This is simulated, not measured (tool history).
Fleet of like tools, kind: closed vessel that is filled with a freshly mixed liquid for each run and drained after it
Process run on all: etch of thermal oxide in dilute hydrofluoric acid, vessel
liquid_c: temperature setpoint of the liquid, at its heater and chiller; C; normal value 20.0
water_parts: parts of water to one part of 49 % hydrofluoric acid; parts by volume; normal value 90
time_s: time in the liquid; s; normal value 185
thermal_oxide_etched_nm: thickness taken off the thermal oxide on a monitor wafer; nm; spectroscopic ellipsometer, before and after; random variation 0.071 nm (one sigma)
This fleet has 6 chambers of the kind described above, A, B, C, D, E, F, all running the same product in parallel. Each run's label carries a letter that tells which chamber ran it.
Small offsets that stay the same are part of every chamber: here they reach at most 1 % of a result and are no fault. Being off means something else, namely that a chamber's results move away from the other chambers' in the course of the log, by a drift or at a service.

run   hour  liquid_c  water_parts  time_s  read-back film thickness of the thermal oxide reference wafer, read on the same gauge (nm)  thermal_oxide_etched_nm
 1B    6.1      20.0           90     185                                                                                      69.991                   8.3933
 2A   11.9      20.0           90     185                                                                                      70.021                   8.5234
 3D   22.8      20.0           90     185                                                                                      69.988                   8.3303
      24.5  -- chamber A: thermometer replaced
 4F   32.0      20.0           90     185                                                                                      70.021                   8.5037
 5C   42.2      20.0           90     185                                                                                      69.997                   8.4795
 6E   49.7      20.0           65     150                                                                                      70.000                   9.9702
 7E   60.4      20.0           65     150                                                                                      70.017                   9.9594
 8C   70.1      20.0           65     150                                                                                      69.997                  10.0020
 9D   75.8      20.0           65     150                                                                                      70.016                   9.6327
10A   86.7      20.0           65     150                                                                                      69.993                   9.7954
11B   91.9      20.0           65     150                                                                                      69.988                   9.7822
      97.4  -- chamber E: thermometer replaced
12F   99.9      20.0           90     185                                                                                      70.013                   8.4692
13F  110.8      20.0           90     185                                                                                      69.993                   8.3638
14D  115.9      20.0           90     185                                                                                      69.976                   8.4087
15A  121.8      20.0           90     185                                                                                      70.002                   8.3688
16C  131.8      20.0           90     185                                                                                      70.002                   8.6375
17B  142.9      20.0           90     185                                                                                      69.960                   8.5707
18E  151.9      20.0           90     185                                                                                      70.002                   8.5014
19C  158.6      20.0           90     185                                                                                      70.006                   8.4838
20E  167.4      24.5           90     185                                                                                      69.989                  10.0550
     172.7  -- chamber A: hydrofluoric acid flow meter replaced
21A  176.6      24.5           90     185                                                                                      69.980                  10.0280
22F  185.4      24.5           90     185                                                                                      69.999                  10.2100
23D  194.1      24.5           90     185                                                                                      69.984                   9.9035
24B  204.4      24.5           90     185                                                                                      69.986                  10.5220
25D  210.1      24.5           90     185                                                                                      69.997                  10.0310
26F  216.1      20.0           90     185                                                                                      69.985                   8.5388
27E  225.3      20.0           90     185                                                                                      69.984                   8.4370
28B  230.5      20.0           90     185                                                                                      69.994                   8.7885
29A  237.2      20.0          130     110                                                                                      69.972                   3.3433
     237.7  -- chamber F: thermometer replaced
30C  246.3      20.0          130     110                                                                                      69.994                   3.3697
31B  253.2      20.0          130     110                                                                                      70.009                   3.4939
32F  260.7      20.0          130     110                                                                                      69.975                   3.3340
33E  269.2      20.0          130     110                                                                                      70.023                   3.3101
34A  274.3      20.0          130     110                                                                                      69.999                   3.3371
35C  281.2      20.0           90     285                                                                                      70.021                  12.9010
36D  290.8      20.0           90     285                                                                                      69.983                  13.0380
37C  299.8      20.0           90     285                                                                                      70.025                  13.1450
38E  308.8      20.0           90     285                                                                                      69.995                  13.0970
39B  319.0      20.0           90     285                                                                                      70.018                  13.9770
40D  325.4      20.0           90     285                                                                                      70.010                  12.9810
41A  330.6      20.0           90     185                                                                                      69.978                   8.3879
42F  337.9      20.0           90     185                                                                                      70.021                   8.4704
43E  348.7      20.0           90     185                                                                                      70.023                   8.3777

Read the log: is a single chamber off, either drifting away or since a service, is the gauge that measures every chamber drifting, or is nothing wrong beyond small per-chamber offsets? Name any odd chamber and what most likely caused it.

Chamber B drifts away from the others.
What lies behind it: liquid hotter than its thermometer reads (K) = 2.03.
The log might look much the same if the cause were instead: hydrofluoric acid flow above the setpoint (%).

Which of the 4 candidates below, each the usual settings with something changed and its results left as question marks, puts chamber B back in line with what the other chambers give on the usual settings?
Maximum distance from the other chambers' mean on the usual settings for a result to count as in line: thermal_oxide_etched_nm 0.2500 nm
44B-1  356.8      20.0           85     190                                                                                                                    ?
44B-2  356.8      20.0           90     170                                                                                                                    ?
44B-3  356.8      20.0           90     180                                                                                                                    ?
44B-4  356.8      20.0           90     190                                                                                                                    ?

Other chambers, usual settings, mean: thermal_oxide_etched_nm 8.4360 nm
  run  thermal_oxide_etched_nm
44B-1                  10.0010
44B-2                   8.3930
44B-3                   8.8867
44B-4                   9.3804
The answer is 44B-2, which returns the chamber to within the allowed miss of the others.

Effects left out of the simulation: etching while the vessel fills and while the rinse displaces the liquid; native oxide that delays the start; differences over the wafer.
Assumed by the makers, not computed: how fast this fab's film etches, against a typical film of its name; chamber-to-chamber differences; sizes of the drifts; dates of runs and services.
